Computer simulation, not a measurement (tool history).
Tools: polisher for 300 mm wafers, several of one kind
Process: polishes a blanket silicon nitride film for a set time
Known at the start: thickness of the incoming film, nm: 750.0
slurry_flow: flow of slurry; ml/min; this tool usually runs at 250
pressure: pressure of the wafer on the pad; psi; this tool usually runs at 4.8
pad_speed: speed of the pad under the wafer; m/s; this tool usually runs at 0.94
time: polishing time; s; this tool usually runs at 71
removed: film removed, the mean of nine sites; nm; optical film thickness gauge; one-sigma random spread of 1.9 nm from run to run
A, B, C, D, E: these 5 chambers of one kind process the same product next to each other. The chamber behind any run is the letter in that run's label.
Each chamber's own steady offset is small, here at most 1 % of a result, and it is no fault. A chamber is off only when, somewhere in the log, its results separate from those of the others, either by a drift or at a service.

Run 1C, hour 12.9: usual settings. Result: removed 141.39 nm.
Run 2B, hour 21.5: usual settings. Result: removed 142.86 nm.
Run 3A, hour 31.5: usual settings. Result: removed 142.09 nm.
Run 4E, hour 42.4: usual settings. Result: removed 137.97 nm.
At hour 46.8: chamber C: worn pad replaced by a new one.
At hour 48.4: chamber A: worn pad replaced by a new one.
Run 5D, hour 50.5: usual settings. Result: removed 142.99 nm.
Run 6E, hour 57.3: usual settings but time 93 s. Result: removed 184.17 nm.
Run 7C, hour 70.3: usual settings but time 93 s. Result: removed 190.2 nm.
At hour 74.5: chamber E: worn pad replaced by a new one.
At hour 80.1: chamber B: worn pad replaced by a new one.
Run 8B, hour 82.1: usual settings but time 93 s. Result: removed 190.54 nm.
At hour 83.8: chamber A: slurry nozzle cleaned.
Run 9D, hour 91.9: usual settings but time 93 s. Result: removed 189.47 nm.
Run 10A, hour 99: usual settings but time 93 s. Result: removed 183.65 nm.
Run 11B, hour 108.9: usual settings. Result: removed 141.6 nm.
At hour 111.9: chamber E: slurry nozzle cleaned.
At hour 120.7: chamber C: worn pad replaced by a new one.
Run 12A, hour 121.1: usual settings but slurry_flow 185 ml/min. Result: removed 135.67 nm.
Run 13C, hour 132: usual settings but slurry_flow 185 ml/min. Result: removed 135.8 nm.
Run 14E, hour 140.4: usual settings but slurry_flow 185 ml/min. Result: removed 135.54 nm.
Run 15D, hour 152: usual settings but slurry_flow 185 ml/min. Result: removed 136.91 nm.
Run 16B, hour 165.5: usual settings but slurry_flow 185 ml/min. Result: removed 138.02 nm.
Run 17A, hour 179.1: usual settings but pressure 6 psi. Result: removed 179.55 nm.
At hour 179.6: chamber C: slurry nozzle cleaned.
At hour 185.7: chamber A: worn pad replaced by a new one.
Run 18E, hour 189.4: usual settings but pressure 6 psi. Result: removed 175.61 nm.
At hour 191.2: chamber D: slurry nozzle cleaned.
At hour 198.7: chamber C: worn pad replaced by a new one.
Run 19D, hour 200.6: usual settings but pressure 6 psi. Result: removed 171.44 nm.
Run 20C, hour 213.8: usual settings but pressure 6 psi. Result: removed 180.2 nm.
At hour 220.8: chamber B: worn pad replaced by a new one.
Run 21A, hour 221.8: usual settings but pressure 6 psi. Result: removed 178.1 nm.
Run 22E, hour 229.9: usual settings. Result: removed 139.83 nm.
At hour 237: chamber E: worn pad replaced by a new one.
Run 23C, hour 244.4: usual settings. Result: removed 137.78 nm.
Run 24B, hour 258.1: usual settings. Result: removed 145.36 nm.
Run 25D, hour 269.4: usual settings. Result: removed 131.99 nm.
Run 26D, hour 276.3: usual settings. Result: removed 133.14 nm.
At hour 277: chamber C: worn pad replaced by a new one.
Run 27C, hour 289.5: usual settings. Result: removed 138.95 nm.
At hour 292.7: chamber A: worn pad replaced by a new one.
Run 28A, hour 300.4: usual settings. Result: removed 145.07 nm.
Run 29E, hour 313.2: usual settings. Result: removed 142.31 nm.
At hour 322: chamber B: slurry nozzle cleaned.
Run 30B, hour 323.5: usual settings. Result: removed 143.96 nm.
Run 31D, hour 331.9: usual settings. Result: removed 129.01 nm.

One chamber off, gauge drift, or nothing amiss beyond the chambers' own small offsets? If it is a chamber, which one, and what is the likeliest cause?

It is chamber D that slowly wanders off from its peers.
Most likely cause: removal rate lost through wear of the pad, % = 12.2.
Not necessarily distinguishable in this log from: head's pressure below its setpoint, %.

Here are 4 candidates for chamber D's next run, each the usual settings with a change, their results left as question marks. Which one brings its results back in line with what the others give on the usual settings?
Counts as in line when no further than this from what the other chambers average on the usual settings: removed 6.5 nm
Run 32D-1, hour 342.7: usual settings but time 68 s. Result: removed ?.
Run 32D-2, hour 342.7: usual settings but pad_speed 0.88 m/s, time 66 s. Result: removed ?.
Run 32D-3, hour 342.7: usual settings but pad_speed 1.08 m/s. Result: removed ?.
Run 32D-4, hour 342.7: usual settings but time 74 s. Result: removed ?.

Mean of the other chambers on the usual settings: removed 142.3 nm
  run  removed
32D-1   121.66
32D-2   112.11
32D-3   141.73
32D-4    132.4
32D-3 puts the chamber back in line with the other chambers.

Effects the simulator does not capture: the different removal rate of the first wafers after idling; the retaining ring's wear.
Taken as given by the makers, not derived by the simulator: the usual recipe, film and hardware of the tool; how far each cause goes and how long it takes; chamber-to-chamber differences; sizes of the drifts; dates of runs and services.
